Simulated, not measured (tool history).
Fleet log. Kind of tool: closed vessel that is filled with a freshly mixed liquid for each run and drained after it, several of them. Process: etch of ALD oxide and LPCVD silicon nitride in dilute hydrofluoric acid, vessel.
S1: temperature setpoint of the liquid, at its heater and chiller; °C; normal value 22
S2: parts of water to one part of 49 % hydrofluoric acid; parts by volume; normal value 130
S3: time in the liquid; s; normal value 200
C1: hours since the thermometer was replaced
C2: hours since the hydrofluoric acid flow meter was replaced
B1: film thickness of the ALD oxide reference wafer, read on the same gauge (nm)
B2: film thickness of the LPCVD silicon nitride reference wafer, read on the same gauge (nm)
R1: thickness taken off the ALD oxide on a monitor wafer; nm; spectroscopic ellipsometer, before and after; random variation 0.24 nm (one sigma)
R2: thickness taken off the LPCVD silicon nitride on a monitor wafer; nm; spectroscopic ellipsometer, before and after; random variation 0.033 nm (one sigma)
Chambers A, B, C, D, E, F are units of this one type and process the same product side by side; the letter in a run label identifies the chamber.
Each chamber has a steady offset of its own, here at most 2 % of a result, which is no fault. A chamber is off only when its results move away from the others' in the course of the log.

{"run": "1B", "day": 0.325, "S1": 22, "S2": 130, "S3": 200, "C1": 1106.1, "C2": 290.9, "B1": 59.987, "B2": 120, "R1": 33.542, "R2": 0.71667}
{"run": "2A", "day": 0.821, "S1": 22, "S2": 130, "S3": 200, "C1": 1060.5, "C2": 146.2, "B1": 60.004, "B2": 119.97, "R1": 33.554, "R2": 0.64495}
{"run": "3C", "day": 1.358, "S1": 22, "S2": 130, "S3": 200, "C1": 2642.7, "C2": 248.5, "B1": 59.976, "B2": 120.02, "R1": 32.834, "R2": 0.65844}
{"run": "4E", "day": 1.762, "S1": 22, "S2": 130, "S3": 200, "C1": 716.2, "C2": 473.4, "B1": 60.039, "B2": 119.99, "R1": 32.858, "R2": 0.69526}
{"run": "5D", "day": 2.325, "S1": 22, "S2": 130, "S3": 200, "C1": 90.6, "C2": 275.9, "B1": 60.026, "B2": 119.98, "R1": 33.055, "R2": 0.71214}
{"run": "6F", "day": 2.621, "S1": 22, "S2": 130, "S3": 200, "C1": 1867, "C2": 358.7, "B1": 60.002, "B2": 120, "R1": 32.969, "R2": 0.68424}
{"run": "7B", "day": 3.033, "S1": 22, "S2": 130, "S3": 200, "C1": 1171.1, "C2": 355.9, "B1": 59.987, "B2": 119.98, "R1": 33.158, "R2": 0.68399}
{"run": "8A", "day": 3.379, "S1": 22, "S2": 130, "S3": 280, "C1": 1121.9, "C2": 207.6, "B1": 59.989, "B2": 119.99, "R1": 46.743, "R2": 0.93871}
{"run": "9D", "day": 3.871, "S1": 22, "S2": 130, "S3": 280, "C1": 127.7, "C2": 313, "B1": 59.989, "B2": 119.93, "R1": 46.261, "R2": 0.84189}
{"run": "10E", "day": 4.233, "S1": 22, "S2": 130, "S3": 280, "C1": 775.5, "C2": 532.7, "B1": 60.017, "B2": 120, "R1": 45.753, "R2": 0.92133}
{"run": "11C", "day": 4.704, "S1": 22, "S2": 130, "S3": 280, "C1": 2723, "C2": 328.8, "B1": 59.988, "B2": 120.03, "R1": 45.976, "R2": 1.0368}
{"run": "12F", "day": 5.1, "S1": 22, "S2": 130, "S3": 280, "C1": 1926.5, "C2": 418.2, "B1": 59.975, "B2": 119.98, "R1": 46.167, "R2": 0.97629}
{"run": "13C", "day": 5.575, "S1": 22, "S2": 130, "S3": 280, "C1": 2743.9, "C2": 349.7, "B1": 60.001, "B2": 119.98, "R1": 45.933, "R2": 0.90078}
{"day": 5.867, "done": "chamber E: hydrofluoric acid flow meter replaced"}
{"run": "14F", "day": 6.004, "S1": 22, "S2": 95, "S3": 105, "C1": 1948.2, "C2": 439.9, "B1": 60.007, "B2": 119.94, "R1": 24.976, "R2": 0.48401}
{"run": "15E", "day": 6.296, "S1": 22, "S2": 95, "S3": 105, "C1": 825, "C2": 10.3, "B1": 59.947, "B2": 120.01, "R1": 24.52, "R2": 0.52446}
{"run": "16D", "day": 6.55, "S1": 22, "S2": 95, "S3": 105, "C1": 192, "C2": 377.3, "B1": 59.976, "B2": 119.98, "R1": 24.92, "R2": 0.51539}
{"run": "17A", "day": 7.067, "S1": 22, "S2": 95, "S3": 105, "C1": 1210.4, "C2": 296.1, "B1": 60.006, "B2": 119.98, "R1": 24.607, "R2": 0.49656}
{"run": "18B", "day": 7.492, "S1": 22, "S2": 95, "S3": 105, "C1": 1278.1, "C2": 462.9, "B1": 59.977, "B2": 120.03, "R1": 24.414, "R2": 0.46887}
{"run": "19A", "day": 7.825, "S1": 22, "S2": 95, "S3": 105, "C1": 1228.6, "C2": 314.3, "B1": 60.046, "B2": 120, "R1": 25.32, "R2": 0.50212}
{"run": "20D", "day": 8.242, "S1": 22, "S2": 130, "S3": 200, "C1": 232.6, "C2": 417.9, "B1": 59.987, "B2": 119.98, "R1": 33.454, "R2": 0.67092}
{"run": "21B", "day": 8.779, "S1": 22, "S2": 130, "S3": 200, "C1": 1309, "C2": 493.8, "B1": 59.97, "B2": 119.98, "R1": 32.345, "R2": 0.69253}
{"run": "22F", "day": 9.117, "S1": 22, "S2": 130, "S3": 200, "C1": 2022.9, "C2": 514.6, "B1": 60.01, "B2": 119.99, "R1": 33.425, "R2": 0.67323}
{"run": "23C", "day": 9.554, "S1": 22, "S2": 130, "S3": 200, "C1": 2839.4, "C2": 445.2, "B1": 59.999, "B2": 119.99, "R1": 32.924, "R2": 0.72869}
{"run": "24E", "day": 9.817, "S1": 22, "S2": 130, "S3": 155, "C1": 909.5, "C2": 94.8, "B1": 60.011, "B2": 119.97, "R1": 25.552, "R2": 0.52784}
{"run": "25B", "day": 10.142, "S1": 22, "S2": 130, "S3": 155, "C1": 1341.7, "C2": 526.5, "B1": 60.018, "B2": 119.94, "R1": 24.647, "R2": 0.50102}
{"run": "26C", "day": 10.596, "S1": 22, "S2": 130, "S3": 155, "C1": 2864.4, "C2": 470.2, "B1": 60.003, "B2": 119.97, "R1": 25.49, "R2": 0.55004}
{"day": 10.646, "done": "chamber F: thermometer replaced"}
{"run": "27D", "day": 11.0, "S1": 22, "S2": 130, "S3": 155, "C1": 298.8, "C2": 484.1, "B1": 60.013, "B2": 120.03, "R1": 25.808, "R2": 0.50492}
{"run": "28A", "day": 11.271, "S1": 22, "S2": 130, "S3": 155, "C1": 1311.3, "C2": 397, "B1": 60.003, "B2": 120, "R1": 25.279, "R2": 0.50347}
{"run": "29E", "day": 11.6, "S1": 22, "S2": 130, "S3": 155, "C1": 952.3, "C2": 137.6, "B1": 59.94, "B2": 119.99, "R1": 25.585, "R2": 0.48249}
{"run": "30F", "day": 11.908, "S1": 22, "S2": 130, "S3": 200, "C1": 30.3, "C2": 581.6, "B1": 60, "B2": 119.95, "R1": 33.121, "R2": 0.65627}
{"run": "31C", "day": 12.271, "S1": 22, "S2": 130, "S3": 200, "C1": 2904.6, "C2": 510.4, "B1": 60.008, "B2": 120.02, "R1": 33.173, "R2": 0.68663}
{"run": "32D", "day": 12.529, "S1": 22, "S2": 130, "S3": 290, "C1": 335.5, "C2": 520.8, "B1": 60.044, "B2": 119.97, "R1": 48.049, "R2": 1.0093}
{"run": "33B", "day": 13.062, "S1": 22, "S2": 130, "S3": 290, "C1": 1411.8, "C2": 596.6, "B1": 60.002, "B2": 119.98, "R1": 45.732, "R2": 0.83511}
{"run": "34A", "day": 13.446, "S1": 22, "S2": 130, "S3": 290, "C1": 1363.5, "C2": 449.2, "B1": 60.022, "B2": 120.01, "R1": 48.094, "R2": 0.9162}
{"run": "35E", "day": 13.808, "S1": 22, "S2": 130, "S3": 290, "C1": 1005.3, "C2": 190.6, "B1": 60.046, "B2": 119.98, "R1": 47.042, "R2": 1.0544}
{"run": "36F", "day": 14.158, "S1": 22, "S2": 130, "S3": 290, "C1": 84.3, "C2": 635.6, "B1": 60.008, "B2": 120.02, "R1": 47.86, "R2": 1.0277}
{"run": "37B", "day": 14.738, "S1": 22, "S2": 130, "S3": 290, "C1": 1452, "C2": 636.8, "B1": 60.024, "B2": 120, "R1": 45.016, "R2": 0.86969}

For the next run the whole fleet of 6 chambers uses the same settings. Give each chamber's results:
{"run": "38A", "day": 15.158, "S1": 22, "S2": 130, "S3": 200, "R1": "?", "R2": "?"}
{"run": "38B", "day": 15.158, "S1": 22, "S2": 130, "S3": 200, "R1": "?", "R2": "?"}
{"run": "38C", "day": 15.158, "S1": 22, "S2": 130, "S3": 200, "R1": "?", "R2": "?"}
{"run": "38D", "day": 15.158, "S1": 22, "S2": 130, "S3": 200, "R1": "?", "R2": "?"}
{"run": "38E", "day": 15.158, "S1": 22, "S2": 130, "S3": 200, "R1": "?", "R2": "?"}
{"run": "38F", "day": 15.158, "S1": 22, "S2": 130, "S3": 200, "R1": "?", "R2": "?"}

run=38A R1=33.526 R2=0.7019
run=38B R1=31.256 R2=0.65973
run=38C R1=33.156 R2=0.68512
run=38D R1=32.993 R2=0.66619
run=38E R1=32.774 R2=0.72929
run=38F R1=33.152 R2=0.70525
